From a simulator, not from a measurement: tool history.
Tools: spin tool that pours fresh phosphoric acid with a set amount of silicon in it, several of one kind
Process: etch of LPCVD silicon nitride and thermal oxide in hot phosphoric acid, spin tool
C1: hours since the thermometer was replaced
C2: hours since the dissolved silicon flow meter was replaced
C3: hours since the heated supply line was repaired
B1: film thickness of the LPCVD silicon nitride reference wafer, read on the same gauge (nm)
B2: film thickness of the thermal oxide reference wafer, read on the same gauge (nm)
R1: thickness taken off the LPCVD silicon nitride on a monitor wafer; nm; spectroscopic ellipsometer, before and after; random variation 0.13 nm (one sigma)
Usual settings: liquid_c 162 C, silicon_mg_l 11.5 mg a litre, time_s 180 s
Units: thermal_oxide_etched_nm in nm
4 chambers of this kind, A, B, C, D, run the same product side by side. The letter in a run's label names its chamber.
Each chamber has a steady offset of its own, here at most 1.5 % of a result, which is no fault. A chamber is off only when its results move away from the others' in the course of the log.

run 1A hour=4.9 | liquid_c=162 silicon_mg_l=11.5 time_s=180 | C1=633.6 C2=417.7 C3=2989.1 | B1=39.975 B2=39.995 | R1=15.624 thermal_oxide_etched_nm=0.38881
run 2B hour=8.1 | liquid_c=162 silicon_mg_l=11.5 time_s=180 | C1=313.6 C2=667.1 C3=2140.5 | B1=39.944 B2=39.968 | R1=15.496 thermal_oxide_etched_nm=0.42872
run 3D hour=11.8 | liquid_c=162 silicon_mg_l=11.5 time_s=180 | C1=1397.5 C2=1043 C3=554.7 | B1=39.997 B2=39.992 | R1=15.639 thermal_oxide_etched_nm=0.4547
run 4C hour=18 | liquid_c=162 silicon_mg_l=11.5 time_s=180 | C1=862.2 C2=562 C3=2235.7 | B1=40.008 B2=40.026 | R1=15.677 thermal_oxide_etched_nm=0.38111
run 5B hour=23.1 | liquid_c=162 silicon_mg_l=11.5 time_s=180 | C1=328.6 C2=682.1 C3=2155.5 | B1=39.988 B2=39.995 | R1=15.438 thermal_oxide_etched_nm=0.402
run 6C hour=27.6 | liquid_c=162 silicon_mg_l=11.5 time_s=180 | C1=871.8 C2=571.6 C3=2245.3 | B1=39.967 B2=39.97 | R1=15.648 thermal_oxide_etched_nm=0.39469
run 7D hour=30.4 | liquid_c=162 silicon_mg_l=11.5 time_s=180 | C1=1416.1 C2=1061.6 C3=573.3 | B1=39.954 B2=40.034 | R1=15.272 thermal_oxide_etched_nm=0.3965
run 8A hour=34 | liquid_c=162 silicon_mg_l=11.5 time_s=180 | C1=662.7 C2=446.8 C3=3018.2 | B1=40.024 B2=40.021 | R1=15.788 thermal_oxide_etched_nm=0.43226
run 9A hour=39.3 | liquid_c=162 silicon_mg_l=16.5 time_s=180 | C1=668 C2=452.1 C3=3023.5 | B1=39.967 B2=39.927 | R1=15.528 thermal_oxide_etched_nm=0.41443
run 10C hour=43.8 | liquid_c=162 silicon_mg_l=16.5 time_s=180 | C1=888 C2=587.8 C3=2261.5 | B1=39.97 B2=39.982 | R1=15.838 thermal_oxide_etched_nm=0.38163
run 11D hour=48.3 | liquid_c=162 silicon_mg_l=16.5 time_s=180 | C1=1434 C2=1079.5 C3=591.2 | B1=39.984 B2=40.029 | R1=15.251 thermal_oxide_etched_nm=0.346
run 12B hour=53.7 | liquid_c=162 silicon_mg_l=16.5 time_s=180 | C1=359.2 C2=712.7 C3=2186.1 | B1=39.963 B2=39.965 | R1=15.434 thermal_oxide_etched_nm=0.35874
run 13D hour=56.9 | liquid_c=162 silicon_mg_l=11.5 time_s=180 | C1=1442.6 C2=1088.1 C3=599.8 | B1=39.986 B2=40.003 | R1=15.212 thermal_oxide_etched_nm=0.35302
run 14C hour=61.4 | liquid_c=162 silicon_mg_l=11.5 time_s=105 | C1=905.6 C2=605.4 C3=2279.1 | B1=39.996 B2=39.964 | R1=9.1696 thermal_oxide_etched_nm=0.2474
run 15A hour=65.3 | liquid_c=162 silicon_mg_l=11.5 time_s=105 | C1=694 C2=478.1 C3=3049.5 | B1=39.99 B2=39.958 | R1=9.2355 thermal_oxide_etched_nm=0.23316
run 16B hour=69.6 | liquid_c=162 silicon_mg_l=11.5 time_s=105 | C1=375.1 C2=728.6 C3=2202 | B1=40.003 B2=39.996 | R1=9.0293 thermal_oxide_etched_nm=0.26542
run 17A hour=73.9 | liquid_c=162 silicon_mg_l=11.5 time_s=105 | C1=702.6 C2=486.7 C3=3058.1 | B1=39.927 B2=39.994 | R1=9.1366 thermal_oxide_etched_nm=0.22838
run 18C hour=78.1 | liquid_c=162 silicon_mg_l=11.5 time_s=180 | C1=922.3 C2=622.1 C3=2295.8 | B1=40.049 B2=40.014 | R1=15.739 thermal_oxide_etched_nm=0.41068
run 19D hour=81.3 | liquid_c=162 silicon_mg_l=11.5 time_s=180 | C1=1467 C2=1112.5 C3=624.2 | B1=40.013 B2=40.004 | R1=14.807 thermal_oxide_etched_nm=0.41184
run 20B hour=85 | liquid_c=162 silicon_mg_l=11.5 time_s=180 | C1=390.5 C2=744 C3=2217.4 | B1=39.981 B2=40.045 | R1=15.562 thermal_oxide_etched_nm=0.42799
run 21A hour=88.1 | liquid_c=162 silicon_mg_l=11.5 time_s=180 | C1=716.8 C2=500.9 C3=3072.3 | B1=40.034 B2=40.025 | R1=15.715 thermal_oxide_etched_nm=0.40222
run 22D hour=90.8 | liquid_c=162 silicon_mg_l=11.5 time_s=180 | C1=1476.5 C2=1122 C3=633.7 | B1=39.979 B2=40.019 | R1=14.85 thermal_oxide_etched_nm=0.44023
run 23B hour=95.3 | liquid_c=162 silicon_mg_l=18 time_s=180 | C1=400.8 C2=754.3 C3=2227.7 | B1=39.992 B2=40.032 | R1=15.54 thermal_oxide_etched_nm=0.37047
run 24C hour=99.4 | liquid_c=162 silicon_mg_l=18 time_s=180 | C1=943.6 C2=643.4 C3=2317.1 | B1=40.016 B2=40.028 | R1=15.532 thermal_oxide_etched_nm=0.37463
run 25C hour=103.2 | liquid_c=162 silicon_mg_l=18 time_s=180 | C1=947.4 C2=647.2 C3=2320.9 | B1=39.986 B2=40.031 | R1=15.812 thermal_oxide_etched_nm=0.35571
run 26B hour=107.3 | liquid_c=162 silicon_mg_l=18 time_s=180 | C1=412.8 C2=766.3 C3=2239.7 | B1=40.044 B2=40.02 | R1=15.774 thermal_oxide_etched_nm=0.39043
run 27D hour=110.2 | liquid_c=162 silicon_mg_l=11.5 time_s=180 | C1=1495.9 C2=1141.4 C3=653.1 | B1=39.983 B2=39.999 | R1=14.679 thermal_oxide_etched_nm=0.38935
run 28A hour=114.1 | liquid_c=162 silicon_mg_l=11.5 time_s=180 | C1=742.8 C2=526.9 C3=3098.3 | B1=39.986 B2=40.02 | R1=15.807 thermal_oxide_etched_nm=0.45848
run 29C hour=120.3 | liquid_c=162 silicon_mg_l=11.5 time_s=180 | C1=964.5 C2=664.3 C3=2338 | B1=39.994 B2=40.018 | R1=15.75 thermal_oxide_etched_nm=0.41511
run 30A hour=123.9 | liquid_c=162 silicon_mg_l=11.5 time_s=180 | C1=752.6 C2=536.7 C3=3108.1 | B1=40.001 B2=39.977 | R1=15.614 thermal_oxide_etched_nm=0.46741
run 31B hour=128.4 | liquid_c=162 silicon_mg_l=11.5 time_s=180 | C1=433.9 C2=787.4 C3=2260.8 | B1=40.021 B2=39.98 | R1=15.549 thermal_oxide_etched_nm=0.40204
run 32D hour=131.2 | liquid_c=162 silicon_mg_l=11.5 time_s=180 | C1=1516.9 C2=1162.4 C3=674.1 | B1=40.045 B2=40.013 | R1=14.787 thermal_oxide_etched_nm=0.36476
run 33C hour=136.4 | liquid_c=162 silicon_mg_l=11.5 time_s=180 | C1=980.6 C2=680.4 C3=2354.1 | B1=40.018 B2=39.971 | R1=15.393 thermal_oxide_etched_nm=0.42586
run 34D hour=141.1 | liquid_c=162 silicon_mg_l=11.5 time_s=180 | C1=1526.8 C2=1172.3 C3=684 | B1=40.011 B2=40.019 | R1=14.662 thermal_oxide_etched_nm=0.39364
run 35B hour=143.8 | liquid_c=162 silicon_mg_l=11.5 time_s=180 | C1=449.3 C2=802.8 C3=2276.2 | B1=39.985 B2=39.965 | R1=15.419 thermal_oxide_etched_nm=0.43241
run 36A hour=147.3 | liquid_c=162 silicon_mg_l=11.5 time_s=180 | C1=776 C2=560.1 C3=3131.5 | B1=39.975 B2=40.026 | R1=15.733 thermal_oxide_etched_nm=0.40561

Is one chamber off against the others, does the gauge drift, or is nothing wrong? If a chamber is off, say which, and what the likeliest cause is.

Chamber D drifts away from the others.
Cause: temperature lost on the way to the wafer (K) = 1.78.
The log may not tell that from: liquid colder than its thermometer reads (K).

Here are 4 candidates for chamber D's next run, each the usual settings with a change, their results left as question marks. Which one brings its results back in line with what the others give on the usual settings?
In line means no further than this from the other chambers' mean on the usual settings: R1 0.46 nm; thermal_oxide_etched_nm 0.087 nm
run 37D-1 hour=151.7 | liquid_c=162 silicon_mg_l=11 time_s=185 | R1=? thermal_oxide_etched_nm=?
run 37D-2 hour=151.7 | liquid_c=162 silicon_mg_l=12 time_s=175 | R1=? thermal_oxide_etched_nm=?
run 37D-3 hour=151.7 | liquid_c=161.5 silicon_mg_l=13 time_s=170 | R1=? thermal_oxide_etched_nm=?
run 37D-4 hour=151.7 | liquid_c=162.5 silicon_mg_l=10 time_s=190 | R1=? thermal_oxide_etched_nm=?

The other chambers' mean on the usual settings: R1 15.65 nm; thermal_oxide_etched_nm 0.42696 nm
run=37D-1 R1=14.981 thermal_oxide_etched_nm=0.38885
run=37D-2 R1=14.171 thermal_oxide_etched_nm=0.35947
run=37D-3 R1=13.542 thermal_oxide_etched_nm=0.32891
run=37D-4 R1=15.646 thermal_oxide_etched_nm=0.42382
37D-4 brings the chamber back in line.
